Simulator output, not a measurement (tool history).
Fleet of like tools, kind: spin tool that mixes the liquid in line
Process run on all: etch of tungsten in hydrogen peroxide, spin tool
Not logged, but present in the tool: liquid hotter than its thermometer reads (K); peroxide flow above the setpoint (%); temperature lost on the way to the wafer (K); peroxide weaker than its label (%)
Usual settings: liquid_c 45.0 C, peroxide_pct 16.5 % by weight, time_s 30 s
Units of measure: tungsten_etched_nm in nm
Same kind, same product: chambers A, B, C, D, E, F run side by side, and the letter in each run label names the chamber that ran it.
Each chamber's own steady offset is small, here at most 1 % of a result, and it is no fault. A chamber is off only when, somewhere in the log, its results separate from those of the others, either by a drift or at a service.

run,hour,liquid_c,peroxide_pct,time_s,hours since the thermometer was replaced,hours since the peroxide flow meter was replaced,hours since the heated supply line was repaired,hours since the drum of peroxide was connected,"read-back film thickness of the tungsten reference wafer, read on the same gauge (nm)",tungsten_etched_nm
# hour 0.5: chamber D: new drum of peroxide connected
1F,6.5,45.0,16.5,30,133.3,512.2,562.2,357.9,120.00,16.715
2C,16.7,45.0,16.5,30,1224.1,1461.1,696.8,718.1,119.98,17.146
3E,22.8,45.0,16.5,30,739.0,230.7,719.2,585.9,119.99,16.984
# hour 29.8: chamber C: thermometer replaced
4D,32.2,45.0,16.5,30,321.6,376.5,113.5,31.8,120.00,16.734
5B,40.4,45.0,16.5,30,1437.9,2297.5,551.4,135.4,119.99,17.044
6A,46.8,45.0,16.5,30,1748.3,1596.3,468.4,89.2,119.99,16.811
7C,55.3,45.0,16.5,30,25.5,1499.7,735.4,756.7,120.02,16.771
8A,65.4,45.0,16.5,30,1766.9,1614.9,487.0,107.8,120.02,16.838
9B,71.9,45.0,16.5,30,1469.4,2329.0,582.9,166.9,120.00,17.056
10E,82.1,45.0,16.5,30,798.3,290.0,778.5,645.2,119.98,16.751
# hour 92.3: chamber B: peroxide flow meter replaced
11F,93.0,45.0,16.5,30,219.8,598.7,648.7,444.4,120.02,16.656
12D,100.0,45.0,15.0,20,389.4,444.3,181.3,99.6,120.00,10.629
# hour 108.0: chamber E: new drum of peroxide connected
13F,109.3,45.0,15.0,20,236.1,615.0,665.0,460.7,120.03,10.597
14D,117.6,45.0,15.0,20,407.0,461.9,198.9,117.2,119.99,10.685
15C,127.9,45.0,15.0,20,98.1,1572.3,808.0,829.3,119.99,10.861
16A,137.7,45.0,15.0,20,1839.2,1687.2,559.3,180.1,119.99,10.716
17E,147.3,45.0,15.0,20,863.5,355.2,843.7,39.3,120.03,10.566
# hour 150.1: chamber C: peroxide flow meter replaced
18B,152.4,45.0,16.5,30,1549.9,60.2,663.4,247.4,119.97,16.922
19E,162.8,45.0,16.5,30,879.0,370.7,859.2,54.8,119.98,17.059
20B,167.9,45.0,16.5,30,1565.4,75.7,678.9,262.9,120.00,16.620
21C,176.8,45.0,16.5,30,147.0,26.8,856.9,878.2,120.02,16.994
22F,185.5,40.5,12.0,30,312.3,691.2,741.2,536.9,119.99,10.734
23A,195.7,40.5,12.0,30,1897.2,1745.2,617.3,238.1,120.00,10.991
24D,205.7,40.5,12.0,30,495.1,550.0,287.0,205.3,119.99,10.698
25A,210.8,40.5,12.0,30,1912.3,1760.3,632.4,253.2,120.02,10.913
26C,221.4,40.5,12.0,30,191.6,71.4,901.5,922.8,120.02,10.897
27E,231.6,40.5,12.0,30,947.8,439.5,928.0,123.6,119.98,10.597
# hour 235.2: chamber F: new drum of peroxide connected
28D,240.4,54.5,16.5,30,529.8,584.7,321.7,240.0,120.01,29.936
29B,246.0,54.5,16.5,30,1643.5,153.8,757.0,341.0,120.02,30.921
30F,253.0,54.5,16.5,30,379.8,758.7,808.7,17.8,120.00,30.205
31B,259.5,54.5,16.5,30,1657.0,167.3,770.5,354.5,119.99,30.568
32F,267.6,54.5,16.5,30,394.4,773.3,823.3,32.4,120.00,29.974
33C,273.5,54.5,16.5,30,243.7,123.5,953.6,974.9,120.01,30.468
34D,281.5,45.0,16.5,30,570.9,625.8,362.8,281.1,120.01,17.056
35E,289.9,52.0,16.5,30,1006.1,497.8,986.3,181.9,119.99,26.320
36A,295.9,52.0,16.5,30,1997.4,1845.4,717.5,338.3,120.00,27.520
37E,302.2,52.0,16.5,30,1018.4,510.1,998.6,194.2,120.01,26.031
38F,312.5,52.0,16.5,30,439.3,818.2,868.2,77.3,120.02,26.163
39A,323.0,52.0,16.5,30,2024.5,1872.5,744.6,365.4,120.02,27.023

Has any chamber moved away from the others, gradually or after a service, or does the common gauge drift, or do the chambers differ only by their own small steady offsets? State the chamber and the most likely cause if one applies.

One chamber, A, drifts off from the rest bit by bit.
Most likely cause: liquid hotter than its thermometer reads (K) = 0.997.
The log may not separate it from: peroxide flow above the setpoint (%).

Which of the 4 candidates below, each the usual settings with something changed and its results left as question marks, puts chamber A back in line with what the other chambers give on the usual settings?
In-line tolerance around the mean of the other chambers on the usual settings: tungsten_etched_nm 0.430 nm
40A-1,330.9,46.0,16.5,30,,,,,,?
40A-2,330.9,46.5,16.5,30,,,,,,?
40A-3,330.9,43.5,16.5,30,,,,,,?
40A-4,330.9,44.0,16.5,30,,,,,,?

Other chambers, usual settings, mean: tungsten_etched_nm 16.871 nm
run,tungsten_etched_nm
40A-1,18.931
40A-2,19.529
40A-3,16.182
40A-4,16.701
The answer is 40A-4, which returns the chamber to within the allowed miss of the others.
